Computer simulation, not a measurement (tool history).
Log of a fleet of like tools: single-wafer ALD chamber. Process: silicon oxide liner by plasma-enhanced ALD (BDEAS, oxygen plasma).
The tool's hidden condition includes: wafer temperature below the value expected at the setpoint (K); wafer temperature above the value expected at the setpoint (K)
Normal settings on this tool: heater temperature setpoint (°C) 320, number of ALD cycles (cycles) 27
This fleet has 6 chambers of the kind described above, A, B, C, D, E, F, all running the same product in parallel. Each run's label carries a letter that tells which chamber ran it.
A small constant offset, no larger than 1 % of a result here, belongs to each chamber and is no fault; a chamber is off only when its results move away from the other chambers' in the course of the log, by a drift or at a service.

| run | day | heater temperature setpoint (°C) | number of ALD cycles (cycles) | hours since the last thermocouple change | read-back reference wafer on the same gauge, thickness_nm | mean film thickness on the monitor wafer (nm) |
|---|---|---|---|---|---|---|
| 1D | 0.400 | 320 | 27 | 442.0 | 2.4196 | 2.4329 |
| 2B | 0.883 | 320 | 27 | 578.2 | 2.4211 | 2.4341 |
| 3A | 1.212 | 320 | 27 | 192.4 | 2.4208 | 2.4282 |
| 4C | 1.658 | 320 | 27 | 167.4 | 2.4200 | 2.4252 |
| 5E | 2.250 | 310 | 29 | 1486.9 | 2.4167 | 2.6560 |
| 6F | 2.804 | 310 | 29 | 868.9 | 2.4178 | 2.6462 |
| 7C | 3.467 | 310 | 29 | 210.8 | 2.4188 | 2.6312 |
| 8F | 3.912 | 310 | 29 | 895.5 | 2.4218 | 2.6622 |
| 9B | 4.362 | 310 | 29 | 661.7 | 2.4189 | 2.6577 |
| 10A | 4.654 | 310 | 29 | 275.0 | 2.4201 | 2.6347 |
| 11E | 5.183 | 320 | 27 | 1557.3 | 2.4210 | 2.4488 |
| 12D | 5.546 | 320 | 27 | 565.5 | 2.4207 | 2.4480 |
| 13B | 5.900 | 320 | 27 | 698.6 | 2.4205 | 2.4417 |
| 14A | 6.238 | 320 | 27 | 313.0 | 2.4198 | 2.4280 |
| 15C | 6.646 | 320 | 27 | 287.1 | 2.4207 | 2.4354 |
|  | 6.704 | chamber E: thermocouple changed; heater temperature recalibrated |
| 16D | 7.217 | 320 | 27 | 605.6 | 2.4205 | 2.4119 |
| 17F | 7.758 | 334 | 27 | 987.8 | 2.4177 | 2.4052 |
| 18E | 8.183 | 334 | 27 | 35.5 | 2.4205 | 2.3916 |
| 19E | 8.750 | 334 | 27 | 49.1 | 2.4209 | 2.3936 |
| 20C | 9.233 | 334 | 27 | 349.2 | 2.4182 | 2.3755 |
|  | 9.529 | chamber B: thermocouple changed; heater temperature recalibrated |
| 21B | 9.700 | 334 | 27 | 4.1 | 2.4220 | 2.3823 |
| 22A | 10.000 | 334 | 27 | 403.3 | 2.4206 | 2.3736 |
| 23D | 10.625 | 320 | 27 | 687.4 | 2.4197 | 2.4393 |
| 24F | 11.233 | 320 | 27 | 1071.2 | 2.4209 | 2.4352 |
| 25D | 11.633 | 320 | 27 | 711.6 | 2.4187 | 2.4302 |
| 26F | 12.221 | 320 | 27 | 1094.9 | 2.4177 | 2.4432 |
| 27A | 12.746 | 320 | 27 | 469.2 | 2.4215 | 2.4285 |
| 28C | 13.392 | 320 | 27 | 449.0 | 2.4220 | 2.4275 |
| 29E | 13.962 | 320 | 27 | 174.2 | 2.4212 | 2.4367 |
| 30B | 14.642 | 320 | 27 | 122.7 | 2.4213 | 2.4498 |
| 31E | 15.146 | 320 | 27 | 202.6 | 2.4203 | 2.4378 |
| 32B | 15.692 | 320 | 27 | 147.9 | 2.4205 | 2.4358 |
| 33A | 16.021 | 320 | 27 | 547.8 | 2.4180 | 2.4367 |
| 34F | 16.512 | 320 | 27 | 1197.9 | 2.4192 | 2.4524 |
| 35C | 16.892 | 320 | 27 | 533.0 | 2.4182 | 2.4196 |
| 36D | 17.550 | 320 | 27 | 853.6 | 2.4199 | 2.4295 |
| 37F | 17.988 | 320 | 27 | 1233.3 | 2.4205 | 2.4309 |
| 38D | 18.500 | 320 | 27 | 876.4 | 2.4202 | 2.4440 |
| 39E | 18.875 | 320 | 27 | 292.1 | 2.4212 | 2.4540 |
| 40B | 19.279 | 320 | 27 | 234.0 | 2.4206 | 2.4433 |
| 41C | 19.621 | 320 | 27 | 598.5 | 2.4210 | 2.4312 |

What goes on in this fleet: one chamber off, a drifting gauge, or nothing beyond the chambers' own small offsets? Name the chamber and the cause, if any.

Neither any chamber nor the gauge drifts; the chambers differ only by their own small, steady offsets.
